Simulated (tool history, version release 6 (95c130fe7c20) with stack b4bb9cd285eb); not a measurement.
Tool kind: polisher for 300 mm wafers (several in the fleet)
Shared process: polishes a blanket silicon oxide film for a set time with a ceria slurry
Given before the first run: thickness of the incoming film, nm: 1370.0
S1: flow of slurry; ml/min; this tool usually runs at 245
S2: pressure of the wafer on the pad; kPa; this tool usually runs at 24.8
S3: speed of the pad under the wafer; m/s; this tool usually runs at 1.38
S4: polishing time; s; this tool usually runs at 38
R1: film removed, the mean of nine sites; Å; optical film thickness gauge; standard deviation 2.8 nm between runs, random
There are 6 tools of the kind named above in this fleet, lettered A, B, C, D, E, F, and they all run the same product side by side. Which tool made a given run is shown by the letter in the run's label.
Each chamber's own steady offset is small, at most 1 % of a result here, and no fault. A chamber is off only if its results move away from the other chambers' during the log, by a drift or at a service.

run,hour,S1,S2,S3,S4,R1
# hour 4.1: chamber D: worn pad replaced by a new one
# hour 4.3: chamber B: slurry nozzle cleaned
# hour 5.1: chamber B: worn pad replaced by a new one
1A,8.3,245,24.8,1.38,38,2426.9
# hour 16.1: chamber A: slurry nozzle cleaned
2D,17.7,245,24.8,1.38,38,2361.5
# hour 22.6: chamber F: worn pad replaced by a new one
3F,25.9,245,24.8,1.38,38,2454
# hour 29.3: chamber F: slurry nozzle cleaned
4B,36,245,24.8,1.38,38,2397
# hour 41.6: chamber A: worn pad replaced by a new one
5C,45.3,245,24.8,1.38,38,2403.2
6E,54.2,245,24.8,1.38,38,2371.6
7D,61.3,245,24.8,1.38,38,2385.6
# hour 65.9: chamber C: worn pad replaced by a new one
8F,66.8,245,24.8,1.38,38,2413.2
# hour 74.2: chamber D: head pressure recalibrated
9A,77,245,24.8,1.38,38,2381.7
# hour 80: chamber D: worn pad replaced by a new one
# hour 81.6: chamber B: worn pad replaced by a new one
10C,85.7,245,24.8,1.38,38,2358.8
# hour 88.5: chamber E: worn pad replaced by a new one
11E,95.4,245,24.8,1.38,38,2373.4
12B,103.8,245,24.8,1.38,38,2429.1
# hour 106.2: chamber D: slurry nozzle cleaned
13D,110.8,245,24.8,1.38,38,2399.9
14C,118.9,245,24.8,1.38,38,2408.5
# hour 124.3: chamber A: worn pad replaced by a new one
15B,128.1,245,24.8,1.38,38,2413.6
# hour 129.3: chamber F: worn pad replaced by a new one
# hour 132.1: chamber B: head pressure recalibrated
16F,135.3,245,24.8,1.38,38,2420.6
# hour 140.8: chamber B: worn pad replaced by a new one
17E,142.4,245,24.8,1.38,38,2326.5
# hour 146.5: chamber C: worn pad replaced by a new one
18A,147.3,245,24.8,1.38,38,2389.4
19D,155.2,245,20.7,1.38,42,2202.9
# hour 160.6: chamber D: worn pad replaced by a new one
20B,163.1,245,20.7,1.38,42,2215.5
21C,167.9,245,20.7,1.38,42,2192.5
22F,175,245,20.7,1.38,42,2232.6
# hour 179.4: chamber C: slurry nozzle cleaned
23A,180.9,245,20.7,1.38,42,2163
24E,191.6,245,20.7,1.38,42,2133.6
# hour 196.7: chamber A: worn pad replaced by a new one
# hour 200.8: chamber B: worn pad replaced by a new one
25D,202.2,245,24.8,1.38,38,2373.3
26B,212.3,245,24.8,1.38,38,2400.5
# hour 215.6: chamber E: worn pad replaced by a new one
27E,217.5,245,18.6,0.94,38,1186.3
28F,227.1,245,18.6,0.94,38,1232.1
# hour 228.5: chamber C: worn pad replaced by a new one
29A,236.6,245,18.6,0.94,38,1209
# hour 238.8: chamber E: slurry nozzle cleaned
# hour 242: chamber D: worn pad replaced by a new one
30C,246.5,245,18.6,0.94,38,1220.3
# hour 251.1: chamber F: worn pad replaced by a new one
31D,255,245,18.6,0.94,38,1234.2
32C,260.4,245,18.6,0.94,38,1261.9
# hour 267.7: chamber F: slurry nozzle cleaned
33B,267.9,245,24.8,1.38,38,2424
# hour 273.8: chamber B: worn pad replaced by a new one
34E,278.4,245,24.8,1.38,38,2258
# hour 282.4: chamber A: worn pad replaced by a new one
35F,286.2,245,24.8,1.38,38,2420.1
36A,293.6,245,24.8,1.38,38,2395.8
37F,300.5,245,24.8,1.38,38,2387.7
# hour 301.5: chamber C: worn pad replaced by a new one
38B,309.1,175,24.8,1.38,28,1686.1
# hour 309.6: chamber D: worn pad replaced by a new one
39C,314.5,175,24.8,1.38,28,1693.6
# hour 315.6: chamber A: head pressure recalibrated
40E,323.1,175,24.8,1.38,28,1554
41D,328.1,175,24.8,1.38,28,1673.2
42A,335,175,24.8,1.38,28,1671.8
43F,340.3,175,24.8,1.38,28,1710.3

Next, every chamber runs the same settings. What will each give?
44A,348,245,24.8,1.38,38,?
44B,348,245,24.8,1.38,38,?
44C,348,245,24.8,1.38,38,?
44D,348,245,24.8,1.38,38,?
44E,348,245,24.8,1.38,38,?
44F,348,245,24.8,1.38,38,?

run,R1
44A,2422.1
44B,2360.8
44C,2411.9
44D,2403.3
44E,2262.1
44F,2389.7

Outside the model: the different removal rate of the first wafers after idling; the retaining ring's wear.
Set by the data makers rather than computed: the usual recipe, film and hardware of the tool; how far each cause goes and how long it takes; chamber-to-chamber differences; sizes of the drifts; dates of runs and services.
